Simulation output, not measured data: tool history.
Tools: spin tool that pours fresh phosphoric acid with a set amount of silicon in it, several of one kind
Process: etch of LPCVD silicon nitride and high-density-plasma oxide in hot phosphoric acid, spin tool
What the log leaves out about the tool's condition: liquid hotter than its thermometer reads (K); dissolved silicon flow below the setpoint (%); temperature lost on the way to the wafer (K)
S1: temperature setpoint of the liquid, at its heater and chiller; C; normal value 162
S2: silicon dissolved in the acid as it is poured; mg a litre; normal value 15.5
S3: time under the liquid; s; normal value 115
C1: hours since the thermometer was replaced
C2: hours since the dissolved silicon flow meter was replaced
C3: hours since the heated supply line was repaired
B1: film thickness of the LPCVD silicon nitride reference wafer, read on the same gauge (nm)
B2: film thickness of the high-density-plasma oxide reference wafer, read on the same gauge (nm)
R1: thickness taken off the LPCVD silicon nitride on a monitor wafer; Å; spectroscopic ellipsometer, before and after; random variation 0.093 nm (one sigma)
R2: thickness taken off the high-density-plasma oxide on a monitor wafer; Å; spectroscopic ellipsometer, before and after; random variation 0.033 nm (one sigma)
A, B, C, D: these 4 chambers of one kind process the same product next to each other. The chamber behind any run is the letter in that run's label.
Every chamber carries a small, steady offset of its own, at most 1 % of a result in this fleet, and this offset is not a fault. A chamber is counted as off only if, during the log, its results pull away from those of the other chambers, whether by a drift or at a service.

| run | hour | S1 | S2 | S3 | C1 | C2 | C3 | B1 | B2 | R1 | R2 |
|---|---|---|---|---|---|---|---|---|---|---|---|
| 1B | 6.6 | 162 | 15.5 | 115 | 29.3 | 1631.5 | 616.4 | 129.96 | 90.004 | 103.86 | 2.6468 |
| 2A | 14.1 | 162 | 15.5 | 115 | 195.7 | 1647.4 | 609 | 130 | 89.984 | 103.84 | 2.5275 |
| 3C | 24.5 | 162 | 15.5 | 115 | 71.6 | 713.2 | 1573.3 | 129.99 | 89.993 | 104.67 | 2.9622 |
|  | 28.9 | chamber D: heated supply line repaired |
| 4D | 31.1 | 162 | 15.5 | 115 | 1626.9 | 771.1 | 2.3 | 129.99 | 89.999 | 104.58 | 2.5135 |
| 5D | 40.5 | 162 | 15.5 | 115 | 1636.3 | 780.5 | 11.7 | 129.99 | 90.022 | 103.89 | 2.764 |
| 6A | 54.5 | 163.5 | 15.5 | 115 | 236.1 | 1687.8 | 649.4 | 130.04 | 90.006 | 110.42 | 3.3088 |
| 7C | 67.4 | 163.5 | 15.5 | 115 | 114.5 | 756.1 | 1616.2 | 129.99 | 89.989 | 110.82 | 2.9307 |
| 8B | 80.1 | 163.5 | 15.5 | 115 | 102.8 | 1705 | 689.9 | 130.01 | 89.978 | 108.52 | 3.1083 |
| 9D | 89.1 | 163.5 | 15.5 | 115 | 1684.9 | 829.1 | 60.3 | 130.01 | 89.987 | 111.1 | 2.775 |
| 10B | 99.8 | 163.5 | 15.5 | 115 | 122.5 | 1724.7 | 709.6 | 129.99 | 89.996 | 110.58 | 3.4269 |
| 11A | 112.2 | 163.5 | 15.5 | 115 | 293.8 | 1745.5 | 707.1 | 130.01 | 90.012 | 109.74 | 2.805 |
| 12C | 125.1 | 163.5 | 15.5 | 115 | 172.2 | 813.8 | 1673.9 | 129.99 | 89.976 | 108.81 | 2.5646 |
| 13D | 132.5 | 163.5 | 15.5 | 115 | 1728.3 | 872.5 | 103.7 | 130 | 90.012 | 109.96 | 2.9425 |
| 14B | 145.5 | 162 | 15.5 | 115 | 168.2 | 1770.4 | 755.3 | 129.99 | 90.004 | 105.12 | 2.6248 |
| 15A | 155.7 | 162 | 15.5 | 115 | 337.3 | 1789 | 750.6 | 129.97 | 89.992 | 104.99 | 2.706 |
| 16C | 166.5 | 162 | 15.5 | 115 | 213.6 | 855.2 | 1715.3 | 129.98 | 89.999 | 104.52 | 2.7171 |
|  | 167.9 | chamber A: dissolved silicon flow meter replaced |
| 17D | 178.8 | 162 | 15.5 | 115 | 1774.6 | 918.8 | 150 | 130 | 90.005 | 105 | 2.976 |
| 18B | 190.5 | 162 | 15.5 | 115 | 213.2 | 1815.4 | 800.3 | 130.02 | 89.994 | 101.57 | 2.661 |
| 19A | 199.2 | 162 | 15.5 | 115 | 380.8 | 31.3 | 794.1 | 129.98 | 90.008 | 104.18 | 2.5017 |
| 20C | 212 | 162 | 15.5 | 115 | 259.1 | 900.7 | 1760.8 | 129.99 | 90.007 | 104.11 | 3.1632 |
|  | 215.8 | chamber D: thermometer replaced |
| 21B | 223.3 | 162 | 15.5 | 115 | 246 | 1848.2 | 833.1 | 130.01 | 89.993 | 99.623 | 2.5375 |
| 22A | 230.6 | 162 | 15.5 | 115 | 412.2 | 62.7 | 825.5 | 130 | 89.987 | 103.21 | 2.7208 |
| 23D | 245.3 | 162 | 15.5 | 115 | 29.6 | 985.3 | 216.5 | 129.96 | 90.022 | 103.45 | 3.2914 |
| 24C | 252.5 | 162 | 15.5 | 115 | 299.6 | 941.2 | 1801.3 | 129.98 | 90.016 | 104.36 | 2.4729 |
| 25B | 259.5 | 165 | 15.5 | 115 | 282.2 | 1884.4 | 869.3 | 130.04 | 89.991 | 107.55 | 3.541 |
| 26D | 268.2 | 165 | 15.5 | 115 | 52.5 | 1008.2 | 239.4 | 130.01 | 89.976 | 114.59 | 3.4842 |
| 27C | 274.8 | 165 | 15.5 | 115 | 321.9 | 963.5 | 1823.6 | 130.06 | 89.989 | 115.79 | 3.0866 |
| 28A | 282.4 | 165 | 15.5 | 115 | 464 | 114.5 | 877.3 | 130 | 90.003 | 115.97 | 3.1509 |
| 29A | 293.2 | 162 | 15.5 | 115 | 474.8 | 125.3 | 888.1 | 129.97 | 90.023 | 104.12 | 2.6214 |
| 30D | 301.9 | 162 | 15.5 | 115 | 86.2 | 1041.9 | 273.1 | 130 | 89.997 | 104.95 | 2.5993 |
| 31B | 311.5 | 163 | 15.5 | 55 | 334.2 | 1936.4 | 921.3 | 130.02 | 89.997 | 46.749 | 1.0953 |
| 32C | 321.5 | 163 | 15.5 | 55 | 368.6 | 1010.2 | 1870.3 | 130 | 89.98 | 51.859 | 1.3561 |
| 33C | 329.3 | 163 | 15.5 | 55 | 376.4 | 1018 | 1878.1 | 130.04 | 90.021 | 51.8 | 1.4026 |

All chambers now run identical settings, listed one chamber a line with results as question marks. What results will each chamber show?
| 34A | 339.9 | 161 | 15.5 | 115 |  |  |  |  |  | ? | ? |
| 34B | 339.9 | 161 | 15.5 | 115 |  |  |  |  |  | ? | ? |
| 34C | 339.9 | 161 | 15.5 | 115 |  |  |  |  |  | ? | ? |
| 34D | 339.9 | 161 | 15.5 | 115 |  |  |  |  |  | ? | ? |

| run | R1 | R2 |
|---|---|---|
| 34A | 99.48 | 2.3038 |
| 34B | 91.521 | 2.196 |
| 34C | 101.43 | 2.8854 |
| 34D | 99.842 | 2.51 |

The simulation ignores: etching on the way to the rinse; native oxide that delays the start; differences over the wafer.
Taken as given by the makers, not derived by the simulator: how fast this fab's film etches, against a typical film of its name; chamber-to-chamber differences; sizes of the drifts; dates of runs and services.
